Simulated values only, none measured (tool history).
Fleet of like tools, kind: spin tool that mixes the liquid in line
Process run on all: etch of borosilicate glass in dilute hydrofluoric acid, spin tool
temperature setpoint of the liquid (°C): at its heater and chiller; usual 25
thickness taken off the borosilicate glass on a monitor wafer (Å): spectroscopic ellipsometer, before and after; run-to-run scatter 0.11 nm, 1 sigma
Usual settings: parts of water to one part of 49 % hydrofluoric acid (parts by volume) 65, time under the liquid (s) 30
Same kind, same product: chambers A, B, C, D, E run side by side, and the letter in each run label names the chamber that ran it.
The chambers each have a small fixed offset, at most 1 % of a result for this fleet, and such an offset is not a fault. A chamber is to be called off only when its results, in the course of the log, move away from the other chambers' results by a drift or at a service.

run	hour	temperature setpoint of the liquid (°C)	parts of water to one part of 49 % hydrofluoric acid (parts by volume)	time under the liquid (s)	hours since the thermometer was replaced	hours since the hydrofluoric acid flow meter was replaced	read-back film thickness of the borosilicate glass reference wafer, read on the same gauge (nm)	thickness taken off the borosilicate glass on a monitor wafer (Å)
1E	9.5	25	65	30	2087.9	69.5	49.976	166.030
2D	18.0	25	65	30	928.6	606.6	49.976	164.720
3B	29.3	25	65	30	686.6	311.3	49.966	165.500
4A	37.6	25	65	30	759.7	190.6	49.999	165.210
# hour 43.3: chamber D: hydrofluoric acid flow meter replaced
5C	43.9	25	65	30	380.6	880.6	49.999	163.280
6C	52.4	29	65	15	389.1	889.1	49.978	94.912
7D	64.3	29	65	15	974.9	21.1	49.985	95.847
8A	74.1	29	65	15	796.2	227.1	49.994	96.981
9B	85.5	29	65	15	742.8	367.5	50.014	97.291
10E	91.1	29	65	15	2169.5	151.1	50.005	96.164
11C	101.5	25	85	20	438.2	938.2	50.057	80.790
12E	107.4	25	85	20	2185.8	167.4	49.951	81.160
13D	116.6	25	85	20	1027.2	73.4	50.001	81.657
14B	125.7	25	85	20	783.0	407.7	50.013	81.078
15A	133.8	25	85	20	855.9	286.8	50.037	81.108
16D	144.9	25	65	30	1055.5	101.7	50.024	164.210
17A	156.3	25	65	30	878.4	309.3	50.042	164.970
18C	163.6	25	65	30	500.3	1000.3	49.996	161.780
19E	169.3	25	65	30	2247.7	229.3	50.028	163.280
20B	177.7	25	65	30	835.0	459.7	49.996	165.070
21E	188.1	25	65	30	2266.5	248.1	50.012	165.180
22A	194.9	25	65	30	917.0	347.9	50.016	162.000
23D	204.5	25	65	30	1115.1	161.3	50.013	165.470
24B	212.8	25	65	30	870.1	494.8	49.989	165.120
25C	220.1	25	80	30	556.8	1056.8	49.995	131.370
26D	225.5	25	80	30	1136.1	182.3	49.991	128.990
27B	237.0	25	80	30	894.3	519.0	50.004	130.640
28C	245.3	25	80	30	582.0	1082.0	50.006	129.690
29A	251.9	25	80	30	974.0	404.9	49.992	129.730
30E	261.3	25	65	30	2339.7	321.3	49.998	162.950
31A	269.0	25	65	30	991.1	422.0	50.030	164.730
32B	276.2	25	65	30	933.5	558.2	50.040	164.690
33E	282.5	29	75	30	2360.9	342.5	49.972	163.850
34C	288.1	29	75	30	624.8	1124.8	50.042	162.200
35D	295.9	29	75	30	1206.5	252.7	50.010	162.740
36E	307.3	29	75	30	2385.7	367.3	50.039	163.060
37B	313.0	29	75	30	970.3	595.0	50.029	163.770
38D	325.1	25	65	30	1235.7	281.9	50.009	165.380
39A	331.3	25	65	30	1053.4	484.3	50.018	164.310
40C	338.7	25	65	30	675.4	1175.4	50.040	163.560
41B	350.4	25	65	30	1007.7	632.4	49.983	165.390
42C	359.1	25	65	30	695.8	1195.8	49.995	161.960
43E	370.2	25	65	30	2448.6	430.2	50.015	164.480
44D	381.6	25	65	30	1292.2	338.4	49.988	162.950

Which is it: a chamber that has drifted or been left off by a service, a gauge drift common to all chambers, or only each chamber's usual small offset? If a chamber is off, name it and its likeliest cause.

All chambers stay in line apart from their small fixed offsets, and the gauge does not drift.
